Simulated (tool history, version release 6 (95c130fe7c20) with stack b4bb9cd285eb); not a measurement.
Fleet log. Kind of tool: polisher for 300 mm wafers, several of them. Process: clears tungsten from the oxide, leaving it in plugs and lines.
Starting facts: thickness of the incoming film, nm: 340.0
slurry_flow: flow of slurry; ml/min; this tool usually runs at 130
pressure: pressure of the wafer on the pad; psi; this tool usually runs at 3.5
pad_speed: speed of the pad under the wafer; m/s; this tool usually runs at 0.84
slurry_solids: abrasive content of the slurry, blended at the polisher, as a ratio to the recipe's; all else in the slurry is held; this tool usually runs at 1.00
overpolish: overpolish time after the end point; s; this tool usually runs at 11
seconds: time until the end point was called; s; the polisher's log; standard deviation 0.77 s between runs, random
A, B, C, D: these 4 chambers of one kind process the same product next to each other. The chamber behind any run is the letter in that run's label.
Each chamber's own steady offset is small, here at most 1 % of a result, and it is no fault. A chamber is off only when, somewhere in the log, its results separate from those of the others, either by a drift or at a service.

At hour 6.6: chamber B: slurry tank refilled with fresh slurry and peroxide.
Run 1C, hour 13.0: usual settings. Result: seconds 91.635 s.
Run 2D, hour 19.3: usual settings. Result: seconds 90.326 s.
Run 3B, hour 27.4: usual settings. Result: seconds 89.884 s.
Run 4A, hour 34.8: usual settings. Result: seconds 91.689 s.
At hour 40.4: chamber C: worn pad replaced by a new one.
At hour 45.0: chamber C: slurry tank refilled with fresh slurry and peroxide.
Run 5A, hour 47.0: usual settings. Result: seconds 91.672 s.
At hour 51.7: chamber D: worn pad replaced by a new one.
At hour 52.7: chamber D: slurry tank refilled with fresh slurry and peroxide.
Run 6C, hour 60.1: usual settings. Result: seconds 90.624 s.
At hour 62.3: chamber A: slurry tank refilled with fresh slurry and peroxide.
Run 7B, hour 74.1: usual settings but pressure 4.0 psi, overpolish 9 s. Result: seconds 78.102 s.
Run 8D, hour 84.1: usual settings but pressure 4.0 psi, overpolish 9 s. Result: seconds 78.656 s.
At hour 93.4: chamber A: slurry blender recalibrated.
Run 9C, hour 94.2: usual settings but pressure 4.0 psi, overpolish 9 s. Result: seconds 78.452 s.
Run 10A, hour 100.8: usual settings but pressure 4.0 psi, overpolish 9 s. Result: seconds 81.354 s.
At hour 110.4: chamber A: worn pad replaced by a new one.
Run 11B, hour 114.6: usual settings. Result: seconds 90.751 s.
At hour 126.6: chamber D: slurry tank refilled with fresh slurry and peroxide.
Run 12D, hour 129.1: usual settings. Result: seconds 89.578 s.
Run 13C, hour 139.5: usual settings but pad_speed 0.94 m/s. Result: seconds 79.460 s.
At hour 145.2: chamber A: slurry tank refilled with fresh slurry and peroxide.
Run 14A, hour 150.2: usual settings but pad_speed 0.94 m/s. Result: seconds 82.603 s.
At hour 152.6: chamber B: slurry tank refilled with fresh slurry and peroxide.
Run 15B, hour 161.7: usual settings but pad_speed 0.94 m/s. Result: seconds 81.855 s.
At hour 170.0: chamber C: slurry tank refilled with fresh slurry and peroxide.
Run 16D, hour 173.0: usual settings but pad_speed 0.94 m/s. Result: seconds 80.914 s.
Run 17D, hour 179.9: usual settings. Result: seconds 90.722 s.
Run 18B, hour 187.3: usual settings. Result: seconds 92.312 s.
Run 19C, hour 198.0: usual settings. Result: seconds 91.308 s.
At hour 204.8: chamber D: slurry tank refilled with fresh slurry and peroxide.
Run 20A, hour 210.2: usual settings but slurry_solids 0.85. Result: seconds 94.213 s.
At hour 214.1: chamber B: worn pad replaced by a new one.
At hour 214.9: chamber A: head pressure recalibrated.
Run 21A, hour 218.7: usual settings but slurry_solids 0.85. Result: seconds 93.522 s.
Run 22D, hour 226.3: usual settings but slurry_solids 0.85. Result: seconds 93.615 s.
Run 23C, hour 232.7: usual settings but slurry_solids 0.85. Result: seconds 94.357 s.
At hour 239.9: chamber C: worn pad replaced by a new one.
Run 24B, hour 244.3: usual settings but slurry_flow 160 ml/min, pad_speed 0.58 m/s. Result: seconds 131.000 s.
At hour 247.5: chamber A: slurry tank refilled with fresh slurry and peroxide.
Run 25C, hour 250.6: usual settings but slurry_flow 160 ml/min, pad_speed 0.58 m/s. Result: seconds 128.110 s.
Run 26B, hour 260.8: usual settings but slurry_flow 160 ml/min, pad_speed 0.58 m/s. Result: seconds 129.360 s.
At hour 268.1: chamber C: slurry blender recalibrated.
Run 27A, hour 268.9: usual settings but slurry_flow 160 ml/min, pad_speed 0.58 m/s. Result: seconds 127.380 s.
Run 28D, hour 278.0: usual settings. Result: seconds 90.467 s.
Run 29B, hour 286.8: usual settings. Result: seconds 94.858 s.
At hour 292.3: chamber B: slurry tank refilled with fresh slurry and peroxide.
At hour 292.5: chamber D: slurry blender recalibrated.
Run 30C, hour 298.3: usual settings. Result: seconds 91.524 s.
At hour 300.5: chamber D: slurry tank refilled with fresh slurry and peroxide.
At hour 310.9: chamber B: head pressure recalibrated.
Run 31D, hour 311.1: usual settings. Result: seconds 90.051 s.
At hour 314.1: chamber C: slurry tank refilled with fresh slurry and peroxide.
At hour 319.1: chamber D: worn pad replaced by a new one.
Run 32A, hour 322.9: usual settings. Result: seconds 89.095 s.
Run 33C, hour 332.9: usual settings. Result: seconds 91.001 s.
At hour 334.3: chamber A: worn pad replaced by a new one.
Run 34D, hour 339.9: usual settings but pad_speed 1.08 m/s. Result: seconds 70.843 s.
Run 35A, hour 347.9: usual settings but pad_speed 1.08 m/s. Result: seconds 70.729 s.
Run 36B, hour 355.8: usual settings but pad_speed 1.08 m/s. Result: seconds 74.209 s.
At hour 357.3: chamber A: slurry tank refilled with fresh slurry and peroxide.
Run 37D, hour 370.0: usual settings but pad_speed 1.08 m/s. Result: seconds 70.937 s.
Run 38C, hour 384.3: usual settings but pad_speed 0.72 m/s, overpolish 14 s. Result: seconds 105.360 s.
Run 39B, hour 393.4: usual settings but pad_speed 0.72 m/s, overpolish 14 s. Result: seconds 112.520 s.
Run 40A, hour 406.4: usual settings but pad_speed 0.72 m/s, overpolish 14 s. Result: seconds 105.310 s.
Run 41A, hour 417.4: usual settings but pad_speed 0.72 m/s, overpolish 14 s. Result: seconds 106.210 s.

Has any chamber moved away from the others, gradually or after a service, or does the common gauge drift, or do the chambers differ only by their own small steady offsets? State the chamber and the most likely cause if one applies.

Little by little, chamber B moves away from the other chambers.
Cause: abrasive missing from the slurry, % = 25.9.
It could be hard to tell apart here from: slurry flow missing at the pad, %.

Chamber B could run next with any of the 4 candidate recipes listed below; each alters the usual settings, and their results appear as question marks. Which one brings its results back in line with what the other chambers deliver on the usual settings?
Counts as in line when no further than this from what the other chambers average on the usual settings: seconds 2.700 s
Run 42B-1, hour 427.8: usual settings but pressure 3.4 psi, pad_speed 0.80 m/s. Result: seconds ?.
Run 42B-2, hour 427.8: usual settings but pad_speed 0.86 m/s. Result: seconds ?.
Run 42B-3, hour 427.8: usual settings but pad_speed 0.82 m/s. Result: seconds ?.
Run 42B-4, hour 427.8: usual settings but pressure 3.6 psi, pad_speed 0.88 m/s. Result: seconds ?.

On the usual settings, the other chambers give on average: seconds 90.993 s
  run  seconds
42B-1  104.460
42B-2   94.357
42B-3   98.980
42B-4   89.633
Change 42B-4 lands the chamber within the allowed miss of the other chambers.
